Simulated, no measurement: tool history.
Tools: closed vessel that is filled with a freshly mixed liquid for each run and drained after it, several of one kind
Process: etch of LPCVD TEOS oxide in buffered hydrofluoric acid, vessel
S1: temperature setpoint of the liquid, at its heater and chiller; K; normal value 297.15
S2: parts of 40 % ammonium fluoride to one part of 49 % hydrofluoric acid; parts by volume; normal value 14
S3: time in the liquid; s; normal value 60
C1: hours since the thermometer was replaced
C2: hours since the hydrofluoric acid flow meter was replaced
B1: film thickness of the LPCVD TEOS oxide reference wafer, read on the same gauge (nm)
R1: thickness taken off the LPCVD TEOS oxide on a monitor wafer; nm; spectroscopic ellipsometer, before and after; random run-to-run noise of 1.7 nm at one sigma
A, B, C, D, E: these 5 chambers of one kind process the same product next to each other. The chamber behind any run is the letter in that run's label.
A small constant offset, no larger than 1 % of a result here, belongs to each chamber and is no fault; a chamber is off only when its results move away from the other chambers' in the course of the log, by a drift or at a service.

run,day,S1,S2,S3,C1,C2,B1,R1
1B,0.479,297.15,14,60,2747.8,1147.4,49.981,187.26
# day 0.779: chamber C: hydrofluoric acid flow meter replaced
2C,1.058,297.15,14,60,241.6,6.7,50.008,185.57
# day 1.279: chamber B: hydrofluoric acid flow meter replaced
3A,1.371,297.15,14,60,226.9,94,49.999,181.4
4D,1.917,297.15,14,60,1868.6,553.5,49.985,184.46
5E,2.229,297.15,14,60,1844.4,836,49.982,183.4
6E,2.517,297.15,14,60,1851.3,842.9,50.025,186.72
7A,2.883,297.15,14,60,263.2,130.3,49.979,186.52
8D,3.388,297.15,14,60,1903.9,588.8,49.997,182.84
9C,3.762,297.15,10,90,306.5,71.6,49.993,392.58
10B,4.058,297.15,10,90,2833.7,66.7,50.002,396.98
11D,4.321,297.15,10,90,1926.3,611.2,50.029,382.95
12E,4.867,297.15,10,90,1907.7,899.3,50.003,388.78
13B,5.321,297.15,10,90,2864,97,50,394.43
14C,5.738,297.15,14,70,353.9,119,50.007,218.28
15A,6.042,297.15,14,70,339,206.1,49.989,214.37
16B,6.421,297.15,14,70,2890.4,123.4,50.003,220.05
17E,6.85,297.15,14,70,1955.3,946.9,50.023,210.77
# day 6.938: chamber D: thermometer replaced
18D,7.242,297.15,14,70,7.3,681.3,50.043,213.77
19A,7.775,297.15,14,60,380.6,247.7,50.014,182.22
20C,8.312,297.15,14,60,415.7,180.8,50.003,186.67
21C,8.725,297.15,14,60,425.6,190.7,49.994,186.67
22E,9.221,297.15,14,60,2012.2,1003.8,49.995,171.8
23D,9.496,297.15,14,60,61.4,735.4,49.979,185.83
24A,10,297.15,14,30,434,301.1,50.001,92.268
25B,10.354,297.15,14,30,2984.8,217.8,50.017,93.464
26D,10.783,297.15,14,30,92.3,766.3,50.02,91.178
27E,11.129,297.15,14,30,2058,1049.6,49.999,84.647
28C,11.654,297.15,14,30,495.9,261,49.996,94.428
29A,11.929,297.15,14,90,480.3,347.4,49.979,272.02
# day 12.179: chamber B: thermometer replaced
30B,12.204,297.15,14,90,0.6,262.2,49.989,278.44

The same settings go to every chamber for the next run, one line per chamber below. Forecast the results for each:
31A,12.629,297.15,14,60,,,,?
31B,12.629,297.15,14,60,,,,?
31C,12.629,297.15,14,60,,,,?
31D,12.629,297.15,14,60,,,,?
31E,12.629,297.15,14,60,,,,?

run,R1
31A,181.4
31B,188.42
31C,187.81
31D,184.95
31E,169.63

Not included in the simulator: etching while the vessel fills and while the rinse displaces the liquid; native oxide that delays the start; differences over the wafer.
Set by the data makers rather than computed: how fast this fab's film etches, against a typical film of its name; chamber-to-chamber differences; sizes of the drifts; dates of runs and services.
